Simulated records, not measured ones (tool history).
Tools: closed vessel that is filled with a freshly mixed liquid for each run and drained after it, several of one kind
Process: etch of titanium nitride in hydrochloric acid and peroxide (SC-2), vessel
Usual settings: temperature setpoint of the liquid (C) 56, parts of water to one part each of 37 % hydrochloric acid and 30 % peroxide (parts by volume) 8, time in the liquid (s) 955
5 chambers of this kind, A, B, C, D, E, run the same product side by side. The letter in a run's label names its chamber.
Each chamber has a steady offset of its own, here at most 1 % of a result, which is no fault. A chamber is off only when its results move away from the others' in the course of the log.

| run | hour | temperature setpoint of the liquid (C) | parts of water to one part each of 37 % hydrochloric acid and 30 % peroxide (parts by volume) | time in the liquid (s) | read-back film thickness of the titanium nitride reference wafer, read on the same gauge (nm) | thickness taken off the titanium nitride on a monitor wafer (angstrom) |
|---|---|---|---|---|---|---|
| 1B | 14.6 | 56 | 8 | 955 | 99.987 | 365.71 |
|  | 20.3 | chamber C: chemicals flow meter replaced |
| 2C | 26.3 | 56 | 8 | 955 | 99.991 | 363.17 |
|  | 26.6 | chamber C: new drum of peroxide connected |
|  | 30.2 | chamber B: chemicals flow meter replaced |
| 3D | 40.2 | 56 | 8 | 955 | 99.994 | 366.5 |
| 4A | 55.3 | 56 | 8 | 955 | 99.99 | 367.4 |
| 5E | 70.8 | 56 | 8 | 955 | 100.02 | 366.86 |
| 6C | 78.2 | 56 | 8 | 955 | 100.01 | 363.55 |
| 7D | 92 | 56 | 8 | 955 | 100.02 | 362.73 |
| 8B | 102 | 56 | 8 | 955 | 100.01 | 365.49 |
|  | 103.8 | chamber A: thermometer replaced |
| 9A | 114.1 | 56 | 8 | 955 | 100.01 | 366.71 |
|  | 125.1 | chamber C: thermometer replaced |
| 10E | 129.7 | 56 | 8 | 955 | 100 | 363.13 |
| 11B | 143.1 | 56 | 8 | 955 | 100.01 | 365.51 |
|  | 147.6 | chamber A: chemicals flow meter replaced |
|  | 149.3 | chamber D: new drum of peroxide connected |
| 12C | 158.3 | 56 | 8 | 955 | 100 | 364.95 |
| 13A | 171.6 | 56 | 8 | 955 | 99.983 | 366.23 |
| 14E | 180.3 | 56 | 8 | 955 | 99.993 | 366.73 |
| 15D | 191.9 | 56 | 8 | 955 | 99.995 | 360.14 |
| 16D | 204.6 | 56 | 8 | 955 | 100.01 | 361.09 |
| 17C | 219.8 | 56 | 8 | 955 | 99.996 | 363.99 |
| 18A | 234.2 | 56 | 8 | 955 | 100.01 | 365.95 |
| 19E | 244.8 | 56 | 8 | 955 | 100 | 367.66 |
|  | 257.4 | chamber D: chemicals flow meter replaced |
| 20B | 257.6 | 56 | 8 | 955 | 100 | 365.02 |
| 21B | 271.4 | 56 | 8 | 955 | 99.996 | 364.16 |
| 22C | 283 | 53 | 11 | 955 | 100.01 | 233.39 |
| 23A | 294.8 | 53 | 11 | 955 | 99.997 | 231.58 |
| 24E | 304.3 | 53 | 11 | 955 | 99.991 | 232.04 |
| 25D | 312.5 | 53 | 11 | 955 | 99.993 | 227.01 |
| 26A | 327.1 | 53 | 11 | 955 | 99.992 | 232.21 |
| 27C | 341.2 | 65 | 8 | 955 | 99.999 | 635.71 |
| 28E | 348.9 | 65 | 8 | 955 | 99.99 | 637.91 |
| 29D | 359.4 | 65 | 8 | 955 | 99.997 | 621.68 |
| 30B | 367.1 | 65 | 8 | 955 | 99.987 | 642.48 |
| 31A | 381.5 | 65 | 8 | 955 | 99.99 | 645.87 |
| 32D | 394.6 | 56 | 8 | 955 | 100.01 | 352.16 |
| 33B | 406 | 56 | 8 | 955 | 100 | 363.47 |

Next, every chamber runs the same settings. What will each give?
| 34A | 417.2 | 56 | 8 | 955 |  | ? |
| 34B | 417.2 | 56 | 8 | 955 |  | ? |
| 34C | 417.2 | 56 | 8 | 955 |  | ? |
| 34D | 417.2 | 56 | 8 | 955 |  | ? |
| 34E | 417.2 | 56 | 8 | 955 |  | ? |

| run | thickness taken off the titanium nitride on a monitor wafer (angstrom) |
|---|---|
| 34A | 367.17 |
| 34B | 366.21 |
| 34C | 361.82 |
| 34D | 355.55 |
| 34E | 366.11 |

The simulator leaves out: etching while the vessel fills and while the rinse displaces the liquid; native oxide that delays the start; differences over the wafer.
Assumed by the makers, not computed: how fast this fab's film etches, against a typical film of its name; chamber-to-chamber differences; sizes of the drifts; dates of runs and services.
